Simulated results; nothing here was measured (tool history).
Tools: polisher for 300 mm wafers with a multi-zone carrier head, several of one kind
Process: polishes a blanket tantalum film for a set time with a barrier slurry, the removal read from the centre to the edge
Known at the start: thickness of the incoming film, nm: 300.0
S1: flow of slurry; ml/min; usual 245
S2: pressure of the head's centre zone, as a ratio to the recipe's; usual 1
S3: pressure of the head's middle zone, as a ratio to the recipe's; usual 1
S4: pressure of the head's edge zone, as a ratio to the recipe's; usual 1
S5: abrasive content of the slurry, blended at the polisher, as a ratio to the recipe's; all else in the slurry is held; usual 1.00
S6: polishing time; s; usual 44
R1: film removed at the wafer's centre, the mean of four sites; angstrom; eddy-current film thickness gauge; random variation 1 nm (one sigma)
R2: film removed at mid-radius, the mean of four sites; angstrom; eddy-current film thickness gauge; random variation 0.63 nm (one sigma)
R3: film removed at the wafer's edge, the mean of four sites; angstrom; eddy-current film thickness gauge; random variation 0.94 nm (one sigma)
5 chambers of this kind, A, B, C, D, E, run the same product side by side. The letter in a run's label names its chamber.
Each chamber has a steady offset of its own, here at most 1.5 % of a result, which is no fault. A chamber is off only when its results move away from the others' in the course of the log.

run 1E hour=7.4 | S1=245 S2=1 S3=1 S4=1 S5=1.00 S6=44 | R1=978.31 R2=977.56 R3=984.53
-- hour=9.8 chamber E: worn pad replaced by a new one
-- hour=9.9 chamber D: edge zone pressure recalibrated
-- hour=12.9 chamber A: worn pad replaced by a new one
run 2C hour=13.6 | S1=245 S2=1 S3=1 S4=1 S5=1.00 S6=44 | R1=989.39 R2=988.52 R3=978.67
-- hour=19.3 chamber D: worn pad replaced by a new one
run 3A hour=24.1 | S1=245 S2=1 S3=1 S4=1 S5=1.00 S6=44 | R1=981.58 R2=1007.60 R3=995.76
-- hour=26.3 chamber D: slurry nozzle cleaned
-- hour=31.6 chamber A: slurry nozzle cleaned
run 4D hour=31.6 | S1=245 S2=1 S3=1 S4=1 S5=1.00 S6=44 | R1=971.43 R2=987.35 R3=971.62
run 5B hour=42.5 | S1=215 S2=1 S3=1 S4=1 S5=1.00 S6=44 | R1=970.82 R2=976.72 R3=972.90
-- hour=47.5 chamber C: worn pad replaced by a new one
run 6B hour=53.1 | S1=215 S2=1 S3=1 S4=1 S5=1.00 S6=44 | R1=972.20 R2=967.66 R3=972.31
run 7C hour=60.8 | S1=215 S2=1 S3=1 S4=1 S5=1.00 S6=44 | R1=963.99 R2=987.93 R3=971.63
run 8E hour=66.7 | S1=215 S2=1 S3=1 S4=1 S5=1.00 S6=44 | R1=955.07 R2=968.48 R3=973.46
run 9D hour=72.7 | S1=215 S2=1 S3=1 S4=1 S5=1.00 S6=44 | R1=984.31 R2=987.75 R3=976.94
-- hour=73.8 chamber E: worn pad replaced by a new one
run 10A hour=81.3 | S1=245 S2=1 S3=1 S4=1 S5=1.00 S6=44 | R1=987.88 R2=995.75 R3=994.56
-- hour=88.2 chamber B: worn pad replaced by a new one
run 11D hour=89.0 | S1=245 S2=1 S3=1 S4=1 S5=0.75 S6=44 | R1=893.30 R2=908.74 R3=908.60
run 12E hour=95.0 | S1=245 S2=1 S3=1 S4=1 S5=0.75 S6=44 | R1=895.98 R2=899.66 R3=894.25
run 13A hour=101.1 | S1=245 S2=1 S3=1 S4=1 S5=0.75 S6=44 | R1=901.36 R2=902.49 R3=906.38
-- hour=105.7 chamber D: worn pad replaced by a new one
run 14B hour=107.0 | S1=245 S2=1 S3=1 S4=1 S5=0.75 S6=44 | R1=906.07 R2=902.32 R3=908.54
run 15C hour=115.1 | S1=245 S2=1 S3=1 S4=1 S5=0.75 S6=44 | R1=893.80 R2=911.80 R3=898.35
-- hour=117.3 chamber C: worn pad replaced by a new one
-- hour=125.3 chamber A: worn pad replaced by a new one
run 16A hour=126.5 | S1=245 S2=1 S3=1 S4=1 S5=1.00 S6=44 | R1=980.19 R2=995.74 R3=994.98
-- hour=131.5 chamber E: worn pad replaced by a new one
run 17E hour=135.9 | S1=170 S2=1 S3=1 S4=1 S5=1.00 S6=44 | R1=909.67 R2=914.33 R3=955.16
run 18D hour=143.1 | S1=170 S2=1 S3=1 S4=1 S5=1.00 S6=44 | R1=923.13 R2=948.11 R3=941.53
run 19C hour=150.5 | S1=170 S2=1 S3=1 S4=1 S5=1.00 S6=44 | R1=934.41 R2=941.47 R3=928.23
run 20B hour=162.0 | S1=170 S2=1 S3=1 S4=1 S5=1.00 S6=44 | R1=949.51 R2=946.15 R3=930.71
-- hour=163.7 chamber E: edge zone pressure recalibrated
-- hour=163.8 chamber C: slurry nozzle cleaned
-- hour=166.4 chamber B: edge zone pressure recalibrated
run 21A hour=168.3 | S1=170 S2=1 S3=1 S4=1 S5=1.00 S6=44 | R1=926.16 R2=948.93 R3=958.89
-- hour=173.6 chamber D: worn pad replaced by a new one
run 22D hour=174.4 | S1=245 S2=1 S3=1 S4=1 S5=1.00 S6=44 | R1=991.62 R2=1003.60 R3=972.29
-- hour=178.4 chamber B: worn pad replaced by a new one
run 23B hour=182.1 | S1=245 S2=1 S3=1 S4=1 S5=0.85 S6=36 | R1=771.58 R2=783.11 R3=773.32
run 24E hour=190.1 | S1=245 S2=1 S3=1 S4=1 S5=0.85 S6=36 | R1=751.71 R2=738.45 R3=759.52
-- hour=190.3 chamber C: worn pad replaced by a new one
run 25C hour=197.6 | S1=245 S2=1 S3=1 S4=1 S5=0.85 S6=36 | R1=770.02 R2=774.33 R3=763.71
-- hour=198.3 chamber E: worn pad replaced by a new one
-- hour=203.7 chamber C: edge zone pressure recalibrated
run 26B hour=204.6 | S1=245 S2=1 S3=1 S4=1 S5=0.85 S6=36 | R1=763.01 R2=782.51 R3=754.29
run 27E hour=214.6 | S1=245 S2=1 S3=1 S4=1 S5=0.85 S6=36 | R1=740.22 R2=751.75 R3=755.06
run 28A hour=221.0 | S1=245 S2=1 S3=1 S4=1 S5=1.00 S6=44 | R1=978.99 R2=985.62 R3=985.94
-- hour=230.6 chamber A: worn pad replaced by a new one
run 29C hour=230.8 | S1=245 S2=1 S3=1 S4=1 S5=1.00 S6=44 | R1=979.34 R2=1001.80 R3=975.77
-- hour=231.6 chamber D: centre zone pressure recalibrated
run 30D hour=237.7 | S1=245 S2=1 S3=1 S4=1 S5=1.00 S6=44 | R1=985.85 R2=986.65 R3=997.75
run 31E hour=244.3 | S1=245 S2=1 S3=1 S4=1 S5=1.00 S6=44 | R1=937.93 R2=961.25 R3=942.20
-- hour=244.9 chamber D: worn pad replaced by a new one
run 32A hour=254.6 | S1=195 S2=1 S3=1 S4=1 S5=1.00 S6=44 | R1=964.79 R2=962.15 R3=982.34
run 33D hour=260.7 | S1=195 S2=1 S3=1 S4=1 S5=1.00 S6=44 | R1=955.26 R2=961.80 R3=971.17
-- hour=262.0 chamber B: worn pad replaced by a new one
run 34B hour=270.2 | S1=195 S2=1 S3=1 S4=1 S5=1.00 S6=44 | R1=936.08 R2=956.22 R3=943.36
-- hour=271.8 chamber C: worn pad replaced by a new one
run 35C hour=280.8 | S1=195 S2=1 S3=1 S4=1 S5=1.00 S6=44 | R1=948.43 R2=956.05 R3=957.81
-- hour=280.9 chamber D: slurry nozzle cleaned
run 36A hour=287.1 | S1=195 S2=1 S3=1 S4=1 S5=1.00 S6=44 | R1=961.06 R2=962.92 R3=986.31
run 37D hour=297.1 | S1=245 S2=1 S3=1 S4=1 S5=1.00 S6=44 | R1=977.65 R2=1001.20 R3=987.29

Next, every chamber runs the same settings. What will each give?
run 38A hour=305.5 | S1=165 S2=1 S3=1 S4=1 S5=1.00 S6=44 | R1=? R2=? R3=?
run 38B hour=305.5 | S1=165 S2=1 S3=1 S4=1 S5=1.00 S6=44 | R1=? R2=? R3=?
run 38C hour=305.5 | S1=165 S2=1 S3=1 S4=1 S5=1.00 S6=44 | R1=? R2=? R3=?
run 38D hour=305.5 | S1=165 S2=1 S3=1 S4=1 S5=1.00 S6=44 | R1=? R2=? R3=?
run 38E hour=305.5 | S1=165 S2=1 S3=1 S4=1 S5=1.00 S6=44 | R1=? R2=? R3=?

run=38A R1=918.10 R2=939.26 R3=966.67
run=38B R1=929.19 R2=933.87 R3=927.69
run=38C R1=925.40 R2=937.10 R3=930.55
run=38D R1=940.20 R2=943.10 R3=948.52
run=38E R1=821.90 R2=837.92 R3=857.39

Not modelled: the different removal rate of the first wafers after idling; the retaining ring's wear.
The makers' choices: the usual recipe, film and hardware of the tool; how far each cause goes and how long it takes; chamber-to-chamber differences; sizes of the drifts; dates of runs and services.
